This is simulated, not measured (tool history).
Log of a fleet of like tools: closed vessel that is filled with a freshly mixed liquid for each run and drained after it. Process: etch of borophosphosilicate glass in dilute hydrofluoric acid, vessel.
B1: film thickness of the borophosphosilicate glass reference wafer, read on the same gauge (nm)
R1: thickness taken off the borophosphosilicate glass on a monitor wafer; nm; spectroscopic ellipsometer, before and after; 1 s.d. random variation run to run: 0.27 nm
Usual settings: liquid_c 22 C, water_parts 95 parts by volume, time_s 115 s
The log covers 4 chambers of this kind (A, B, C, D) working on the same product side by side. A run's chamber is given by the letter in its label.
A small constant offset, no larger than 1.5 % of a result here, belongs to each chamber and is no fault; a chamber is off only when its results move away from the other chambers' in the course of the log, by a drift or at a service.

{"run": "1B", "hour": 12.7, "liquid_c": 22, "water_parts": 95, "time_s": 115, "B1": 90.021, "R1": 60.23}
{"run": "2C", "hour": 19.5, "liquid_c": 22, "water_parts": 95, "time_s": 115, "B1": 90.024, "R1": 60.1}
{"run": "3A", "hour": 33.2, "liquid_c": 22, "water_parts": 95, "time_s": 115, "B1": 90, "R1": 59.742}
{"hour": 41.8, "done": "chamber B: thermometer replaced"}
{"run": "4D", "hour": 42.0, "liquid_c": 22, "water_parts": 95, "time_s": 115, "B1": 89.988, "R1": 59.234}
{"run": "5C", "hour": 55.5, "liquid_c": 22, "water_parts": 95, "time_s": 115, "B1": 89.981, "R1": 59.881}
{"hour": 61.3, "done": "chamber D: hydrofluoric acid flow meter replaced"}
{"run": "6A", "hour": 64.9, "liquid_c": 22, "water_parts": 95, "time_s": 115, "B1": 89.994, "R1": 59.796}
{"run": "7B", "hour": 79.0, "liquid_c": 22, "water_parts": 95, "time_s": 115, "B1": 90.009, "R1": 59.728}
{"run": "8D", "hour": 85.5, "liquid_c": 26.5, "water_parts": 95, "time_s": 115, "B1": 90.001, "R1": 71.619}
{"run": "9B", "hour": 93.3, "liquid_c": 26.5, "water_parts": 95, "time_s": 115, "B1": 89.982, "R1": 71.414}
{"run": "10D", "hour": 103.7, "liquid_c": 26.5, "water_parts": 95, "time_s": 115, "B1": 89.99, "R1": 72.096}
{"hour": 105.5, "done": "chamber C: thermometer replaced"}
{"run": "11C", "hour": 112.1, "liquid_c": 26.5, "water_parts": 95, "time_s": 115, "B1": 89.998, "R1": 71.716}
{"run": "12A", "hour": 124.0, "liquid_c": 22, "water_parts": 95, "time_s": 115, "B1": 89.994, "R1": 59.583}
{"run": "13C", "hour": 131.5, "liquid_c": 24.5, "water_parts": 115, "time_s": 115, "B1": 90.011, "R1": 52.702}
{"run": "14D", "hour": 138.1, "liquid_c": 24.5, "water_parts": 115, "time_s": 115, "B1": 90.012, "R1": 53.787}
{"run": "15A", "hour": 149.6, "liquid_c": 24.5, "water_parts": 115, "time_s": 115, "B1": 90.006, "R1": 53.233}
{"run": "16B", "hour": 162.9, "liquid_c": 24.5, "water_parts": 115, "time_s": 115, "B1": 89.998, "R1": 53.019}
{"run": "17A", "hour": 170.2, "liquid_c": 22, "water_parts": 95, "time_s": 115, "B1": 90.004, "R1": 60.271}
{"hour": 179.4, "done": "chamber C: hydrofluoric acid flow meter replaced"}
{"run": "18B", "hour": 183.3, "liquid_c": 22, "water_parts": 115, "time_s": 85, "B1": 90.028, "R1": 35.758}
{"run": "19D", "hour": 191.4, "liquid_c": 22, "water_parts": 115, "time_s": 85, "B1": 89.998, "R1": 35.704}
{"hour": 196.8, "done": "chamber B: hydrofluoric acid flow meter replaced"}
{"run": "20C", "hour": 199.3, "liquid_c": 22, "water_parts": 115, "time_s": 85, "B1": 90.021, "R1": 35.497}
{"run": "21C", "hour": 206.4, "liquid_c": 22, "water_parts": 115, "time_s": 85, "B1": 90.006, "R1": 35.788}
{"run": "22A", "hour": 212.8, "liquid_c": 22, "water_parts": 95, "time_s": 115, "B1": 90.007, "R1": 59.544}
{"run": "23B", "hour": 226.3, "liquid_c": 22, "water_parts": 95, "time_s": 115, "B1": 89.962, "R1": 60.074}
{"run": "24D", "hour": 235.9, "liquid_c": 22, "water_parts": 95, "time_s": 140, "B1": 89.986, "R1": 72.946}
{"run": "25A", "hour": 249.5, "liquid_c": 22, "water_parts": 95, "time_s": 140, "B1": 89.985, "R1": 72.84}
{"run": "26D", "hour": 262.0, "liquid_c": 22, "water_parts": 95, "time_s": 140, "B1": 89.99, "R1": 72.916}
{"run": "27B", "hour": 275.6, "liquid_c": 22, "water_parts": 95, "time_s": 140, "B1": 90.013, "R1": 72.318}
{"run": "28C", "hour": 287.5, "liquid_c": 22, "water_parts": 95, "time_s": 115, "B1": 90.034, "R1": 59.922}
{"run": "29D", "hour": 295.9, "liquid_c": 22, "water_parts": 95, "time_s": 115, "B1": 89.983, "R1": 59.845}
{"run": "30C", "hour": 307.0, "liquid_c": 22, "water_parts": 95, "time_s": 115, "B1": 89.989, "R1": 60.028}
{"run": "31A", "hour": 318.6, "liquid_c": 22, "water_parts": 95, "time_s": 115, "B1": 90.012, "R1": 60.294}
{"run": "32B", "hour": 328.8, "liquid_c": 22, "water_parts": 95, "time_s": 115, "B1": 90.008, "R1": 60.454}
{"run": "33D", "hour": 343.2, "liquid_c": 22, "water_parts": 95, "time_s": 115, "B1": 90.002, "R1": 59.191}
{"run": "34C", "hour": 352.9, "liquid_c": 22, "water_parts": 95, "time_s": 115, "B1": 89.981, "R1": 59.962}
{"run": "35B", "hour": 361.5, "liquid_c": 26.5, "water_parts": 60, "time_s": 115, "B1": 90.011, "R1": 120.51}
{"run": "36A", "hour": 373.1, "liquid_c": 26.5, "water_parts": 60, "time_s": 115, "B1": 89.984, "R1": 119.29}
{"run": "37C", "hour": 380.2, "liquid_c": 26.5, "water_parts": 60, "time_s": 115, "B1": 90.021, "R1": 119.88}

One chamber off, gauge drift, or nothing amiss beyond the chambers' own small offsets? If it is a chamber, which one, and what is the likeliest cause?

No chamber is off and the gauge is stable; the differences are just each chamber's small, constant offset.
